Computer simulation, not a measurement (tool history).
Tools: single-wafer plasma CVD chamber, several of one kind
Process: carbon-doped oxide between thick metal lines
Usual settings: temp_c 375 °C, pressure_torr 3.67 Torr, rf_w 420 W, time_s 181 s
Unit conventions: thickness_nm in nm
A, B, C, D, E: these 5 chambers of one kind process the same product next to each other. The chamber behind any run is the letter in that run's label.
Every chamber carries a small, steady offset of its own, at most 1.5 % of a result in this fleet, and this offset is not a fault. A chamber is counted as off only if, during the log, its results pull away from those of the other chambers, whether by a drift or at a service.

run   hour  temp_c  pressure_torr  rf_w  time_s  hours since the last thermocouple change  hours since the last RF generator calibration  hours since the last manometer calibration  read-back reference wafer on the same gauge, thickness_nm  thickness_nm
 1A    6.5     375           3.67   420     181                                     319.8                                          255.4                                       558.6                                                     704.14        736.29
       8.7  -- chamber E: RF generator calibrated
      16.1  -- chamber C: RF generator calibrated
 2B   16.3     375           3.67   420     181                                    1464.7                                          639.8                                       886.3                                                     703.86        723.07
 3C   21.9     375           3.67   420     181                                    1164.1                                            5.8                                       927.0                                                     704.16        731.44
 4E   29.7     375           3.67   420     181                                    1338.3                                           21.0                                       814.0                                                     703.37        722.41
 5D   38.1     375           3.67   420     181                                     743.4                                          923.8                                      1126.1                                                     703.76        729.87
 6D   43.4     375           3.67   420     181                                     748.7                                          929.1                                      1131.4                                                     703.87        725.26
 7C   53.3     375           3.67   420     181                                    1195.5                                           37.2                                       958.4                                                     703.97        729.91
 8E   60.3     375           3.67   345     181                                    1368.9                                           51.6                                       844.6                                                     704.75        619.62
 9B   69.2     375           3.67   345     181                                    1517.6                                          692.7                                       939.2                                                     703.99        631.27
10A   79.9     375           3.67   345     181                                     393.2                                          328.8                                       632.0                                                     704.03        627.75
11C   87.5     375           3.67   345     181                                    1229.7                                           71.4                                       992.6                                                     703.00        627.11
12D   94.7     375           3.67   345     181                                     800.0                                          980.4                                      1182.7                                                     704.01        627.69
13E  105.0     375           3.67   420     181                                    1413.6                                           96.3                                       889.3                                                     704.30        718.66
14B  111.7     375           3.67   420     181                                    1560.1                                          735.2                                       981.7                                                     702.93        726.91
     113.9  -- chamber B: thermocouple changed; heater temperature recalibrated
15A  122.8     375           3.67   470     181                                     436.1                                          371.7                                       674.9                                                     703.56        802.99
16E  129.4     375           3.67   470     181                                    1438.0                                          120.7                                       913.7                                                     703.61        780.26
17A  139.8     375           3.67   470     181                                     453.1                                          388.7                                       691.9                                                     703.69        791.10
18D  148.3     375           3.67   470     181                                     853.6                                         1034.0                                      1236.3                                                     703.21        788.00
19C  159.1     375           3.67   470     181                                    1301.3                                          143.0                                      1064.2                                                     703.51        790.01
20B  165.6     375           3.67   420     181                                      51.8                                          789.1                                      1035.6                                                     703.68        723.57
21B  175.6     375           3.67   420     181                                      61.8                                          799.1                                      1045.6                                                     704.11        724.73
22D  182.7     375           3.67   420     181                                     888.0                                         1068.4                                      1270.7                                                     704.15        734.46
23A  191.3     375           3.67   420     181                                     504.6                                          440.2                                       743.4                                                     703.97        731.12
24C  201.6     375           3.67   420     181                                    1343.8                                          185.5                                      1106.7                                                     703.83        727.48
25E  207.9     361           3.33   420     181                                    1516.5                                          199.2                                       992.2                                                     703.81        732.45
26E  213.0     361           3.33   420     181                                    1521.6                                          204.3                                       997.3                                                     703.95        735.79
27A  219.6     361           3.33   420     181                                     532.9                                          468.5                                       771.7                                                     704.21        744.08
28B  228.0     361           3.33   420     181                                     114.2                                          851.5                                      1098.0                                                     703.45        738.25
29D  236.8     361           3.33   420     181                                     942.1                                         1122.5                                      1324.8                                                     704.37        742.69
     240.7  -- chamber C: thermocouple changed; heater temperature recalibrated
30C  244.4     375           3.67   420     181                                       3.7                                          228.3                                      1149.5                                                     704.08        733.83
31A  252.4     375           3.67   420     181                                     565.7                                          501.3                                       804.5                                                     704.16        736.63
32B  260.4     375           3.67   420     181                                     146.6                                          883.9                                      1130.4                                                     704.18        723.61
33E  269.3     375           3.67   420     181                                    1577.9                                          260.6                                      1053.6                                                     703.75        722.56
34D  275.2     375           3.67   420     181                                     980.5                                         1160.9                                      1363.2                                                     704.63        730.95
35C  283.3     375           3.67   420     181                                      42.6                                          267.2                                      1188.4                                                     703.99        727.36
36C  290.5     375           3.67   420     181                                      49.8                                          274.4                                      1195.6                                                     703.96        732.49

Does one chamber stand apart from the rest, does the shared gauge drift, or is all well apart from small per-chamber offsets? Give the chamber and the most likely cause, where there is one.

All chambers stay in line apart from their small fixed offsets, and the gauge does not drift.

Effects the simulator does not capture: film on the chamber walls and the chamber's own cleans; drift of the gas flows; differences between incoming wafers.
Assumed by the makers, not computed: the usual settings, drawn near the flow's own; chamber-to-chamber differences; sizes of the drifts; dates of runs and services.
